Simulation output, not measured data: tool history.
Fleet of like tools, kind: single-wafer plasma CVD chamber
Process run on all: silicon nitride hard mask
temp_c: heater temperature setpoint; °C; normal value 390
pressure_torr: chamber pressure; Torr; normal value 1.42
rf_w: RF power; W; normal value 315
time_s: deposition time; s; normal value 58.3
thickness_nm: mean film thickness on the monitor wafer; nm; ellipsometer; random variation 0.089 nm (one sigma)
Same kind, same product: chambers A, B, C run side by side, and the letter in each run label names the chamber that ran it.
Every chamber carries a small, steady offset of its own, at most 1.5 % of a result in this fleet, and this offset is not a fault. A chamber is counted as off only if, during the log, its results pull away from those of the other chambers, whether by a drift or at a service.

| run | hour | temp_c | pressure_torr | rf_w | time_s | hours since the last thermocouple change | hours since the last RF generator calibration | hours since the last manometer calibration | read-back reference wafer on the same gauge, thickness_nm | thickness_nm |
|---|---|---|---|---|---|---|---|---|---|---|
| 1C | 11.5 | 390 | 1.42 | 315 | 58.3 | 71.5 | 132.7 | 628.8 | 65.300 | 68.117 |
| 2A | 20.1 | 390 | 1.42 | 315 | 58.3 | 196.1 | 213.0 | 1273.5 | 65.272 | 67.249 |
| 3B | 29.1 | 390 | 1.42 | 315 | 58.3 | 592.8 | 1495.4 | 658.0 | 65.300 | 67.369 |
| 4A | 36.3 | 390 | 1.42 | 315 | 58.3 | 212.3 | 229.2 | 1289.7 | 65.273 | 67.215 |
| 5C | 45.3 | 390 | 1.42 | 315 | 58.3 | 105.3 | 166.5 | 662.6 | 65.270 | 67.810 |
| 6B | 54.5 | 390 | 1.42 | 315 | 58.3 | 618.2 | 1520.8 | 683.4 | 65.262 | 67.301 |
| 7C | 62.2 | 390 | 1.42 | 315 | 58.3 | 122.2 | 183.4 | 679.5 | 65.252 | 67.795 |
| 8A | 69.6 | 390 | 1.42 | 315 | 58.3 | 245.6 | 262.5 | 1323.0 | 65.231 | 67.064 |
| 9B | 80.1 | 390 | 1.42 | 315 | 58.3 | 643.8 | 1546.4 | 709.0 | 65.223 | 67.378 |
|  | 82.7 | chamber A: capacitance manometer re-zeroed and calibrated |
| 10B | 92.1 | 390 | 1.42 | 315 | 58.3 | 655.8 | 1558.4 | 721.0 | 65.217 | 67.332 |
| 11C | 98.1 | 390 | 1.42 | 315 | 58.3 | 158.1 | 219.3 | 715.4 | 65.198 | 67.915 |
| 12A | 106.7 | 390 | 1.42 | 315 | 58.3 | 282.7 | 299.6 | 24.0 | 65.214 | 67.019 |
| 13A | 113.8 | 390 | 1.42 | 315 | 58.3 | 289.8 | 306.7 | 31.1 | 65.213 | 67.058 |
| 14C | 120.5 | 390 | 1.42 | 315 | 58.3 | 180.5 | 241.7 | 737.8 | 65.169 | 67.731 |
| 15B | 128.8 | 390 | 1.42 | 315 | 58.3 | 692.5 | 1595.1 | 757.7 | 65.169 | 67.207 |
| 16B | 137.8 | 390 | 1.42 | 315 | 58.3 | 701.5 | 1604.1 | 766.7 | 65.157 | 67.237 |
| 17C | 146.0 | 390 | 1.42 | 315 | 58.3 | 206.0 | 267.2 | 763.3 | 65.164 | 67.881 |
| 18A | 155.0 | 390 | 1.42 | 360 | 63.5 | 331.0 | 347.9 | 72.3 | 65.150 | 79.397 |
| 19C | 163.0 | 390 | 1.42 | 360 | 63.5 | 223.0 | 284.2 | 780.3 | 65.148 | 80.548 |
| 20A | 169.3 | 390 | 1.42 | 360 | 63.5 | 345.3 | 362.2 | 86.6 | 65.144 | 79.483 |
| 21B | 179.0 | 390 | 1.42 | 315 | 58.3 | 742.7 | 1645.3 | 807.9 | 65.131 | 67.293 |
| 22A | 188.9 | 390 | 1.74 | 315 | 58.3 | 364.9 | 381.8 | 106.2 | 65.117 | 71.083 |
| 23B | 200.0 | 390 | 1.74 | 315 | 58.3 | 763.7 | 1666.3 | 828.9 | 65.107 | 71.444 |
| 24C | 210.3 | 390 | 1.74 | 315 | 58.3 | 270.3 | 331.5 | 827.6 | 65.113 | 72.004 |
| 25C | 222.0 | 390 | 1.13 | 345 | 58.3 | 282.0 | 343.2 | 839.3 | 65.106 | 66.871 |
| 26A | 228.5 | 390 | 1.13 | 345 | 58.3 | 404.5 | 421.4 | 145.8 | 65.083 | 66.092 |
| 27B | 238.6 | 390 | 1.13 | 345 | 58.3 | 802.3 | 1704.9 | 867.5 | 65.086 | 66.182 |
| 28B | 245.3 | 390 | 1.42 | 315 | 58.3 | 809.0 | 1711.6 | 874.2 | 65.070 | 67.252 |
| 29A | 251.2 | 390 | 1.42 | 315 | 58.3 | 427.2 | 444.1 | 168.5 | 65.045 | 67.015 |
| 30C | 261.7 | 390 | 1.42 | 275 | 58.3 | 321.7 | 382.9 | 879.0 | 65.052 | 61.723 |
| 31C | 272.6 | 390 | 1.42 | 275 | 58.3 | 332.6 | 393.8 | 889.9 | 65.056 | 61.602 |
| 32B | 284.6 | 390 | 1.42 | 275 | 58.3 | 848.3 | 1750.9 | 913.5 | 65.039 | 61.445 |
| 33A | 291.2 | 390 | 1.42 | 315 | 58.3 | 467.2 | 484.1 | 208.5 | 65.037 | 66.947 |
| 34A | 297.3 | 390 | 1.42 | 315 | 58.3 | 473.3 | 490.2 | 214.6 | 65.020 | 67.010 |
| 35B | 305.7 | 390 | 1.42 | 315 | 58.3 | 869.4 | 1772.0 | 934.6 | 65.017 | 67.183 |
| 36C | 313.5 | 385 | 1.42 | 290 | 58.3 | 373.5 | 434.7 | 930.8 | 65.004 | 64.180 |
| 37C | 322.9 | 385 | 1.42 | 290 | 58.3 | 382.9 | 444.1 | 940.2 | 64.986 | 64.157 |
| 38B | 331.1 | 385 | 1.42 | 290 | 58.3 | 894.8 | 1797.4 | 960.0 | 64.967 | 63.710 |
| 39A | 342.2 | 390 | 1.42 | 315 | 58.3 | 518.2 | 535.1 | 259.5 | 64.972 | 66.820 |
| 40C | 351.9 | 390 | 1.56 | 315 | 58.3 | 411.9 | 473.1 | 969.2 | 64.984 | 69.475 |
| 41B | 358.4 | 390 | 1.56 | 315 | 58.3 | 922.1 | 1824.7 | 987.3 | 64.984 | 69.028 |
| 42A | 367.8 | 390 | 1.56 | 315 | 58.3 | 543.8 | 560.7 | 285.1 | 64.947 | 68.700 |

Is one chamber off against the others, does the gauge drift, or is nothing wrong? If a chamber is off, say which, and what the likeliest cause is.

Gauge drift. The chambers move together only on paper, and none stands off.
Cause: gauge reads low (%) = 0.545.
